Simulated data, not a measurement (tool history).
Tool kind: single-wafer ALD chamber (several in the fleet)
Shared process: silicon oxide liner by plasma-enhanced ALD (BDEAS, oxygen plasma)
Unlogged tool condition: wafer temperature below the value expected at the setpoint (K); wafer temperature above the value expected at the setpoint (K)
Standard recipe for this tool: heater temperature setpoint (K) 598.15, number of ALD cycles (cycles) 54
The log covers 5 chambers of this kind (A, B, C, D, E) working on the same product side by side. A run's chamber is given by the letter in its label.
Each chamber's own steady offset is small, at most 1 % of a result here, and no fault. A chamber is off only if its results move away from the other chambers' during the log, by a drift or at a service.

run	day	heater temperature setpoint (K)	number of ALD cycles (cycles)	hours since the last thermocouple change	read-back reference wafer on the same gauge, thickness_nm	mean film thickness on the monitor wafer (nm)
1E	0.454	598.15	54	790.6	4.2204	4.7856
2D	0.842	598.15	54	73.6	4.2216	4.8141
3A	1.208	598.15	54	595.9	4.2210	4.8526
4C	1.475	598.15	54	318.1	4.2223	4.8935
5B	1.908	598.15	54	1343.6	4.2246	4.8515
6A	2.333	598.15	54	622.9	4.2227	4.8687
7C	2.700	598.15	54	347.5	4.2245	4.8905
8B	3.217	598.15	54	1375.0	4.2261	4.8710
9E	3.596	598.15	54	866.0	4.2255	4.8113
10D	3.896	598.15	54	146.9	4.2267	4.8245
11C	4.317	598.15	54	386.3	4.2265	4.8934
12A	4.821	598.15	54	682.6	4.2284	4.8692
13E	5.375	609.15	64	908.7	4.2282	5.6018
14D	5.775	609.15	64	192.0	4.2292	5.6154
15B	6.304	609.15	64	1449.1	4.2312	5.6967
16C	6.567	609.15	64	440.3	4.2301	5.7172
17E	7.071	609.15	64	949.4	4.2310	5.6032
18B	7.608	598.15	54	1480.4	4.2329	4.8589
19D	7.933	598.15	54	243.8	4.2323	4.8313
20A	8.329	598.15	54	766.8	4.2337	4.8690
21B	8.796	598.15	54	1508.9	4.2337	4.8743
22D	9.150	598.15	54	273.0	4.2341	4.8334
23C	9.488	598.15	54	510.4	4.2368	4.9018
24E	10.046	598.15	54	1020.8	4.2367	4.8079
25A	10.467	598.15	54	818.1	4.2383	4.8699
26C	10.879	598.15	58	543.8	4.2364	5.2742
27A	11.404	598.15	58	840.6	4.2403	5.2410
28E	11.825	598.15	58	1063.5	4.2397	5.1704
29D	12.108	598.15	58	344.0	4.2384	5.1946
30B	12.504	598.15	58	1597.9	4.2409	5.2490
31D	12.938	598.15	50	363.9	4.2425	4.4709
32C	13.204	598.15	50	599.6	4.2416	4.5569

Predict what each chamber gives when all 5 of them run the settings below next.
33A	13.642	598.15	58			?
33B	13.642	598.15	58			?
33C	13.642	598.15	58			?
33D	13.642	598.15	58			?
33E	13.642	598.15	58			?

run	mean film thickness on the monitor wafer (nm)
33A	5.2502
33B	5.2419
33C	5.2729
33D	5.2028
33E	5.1816
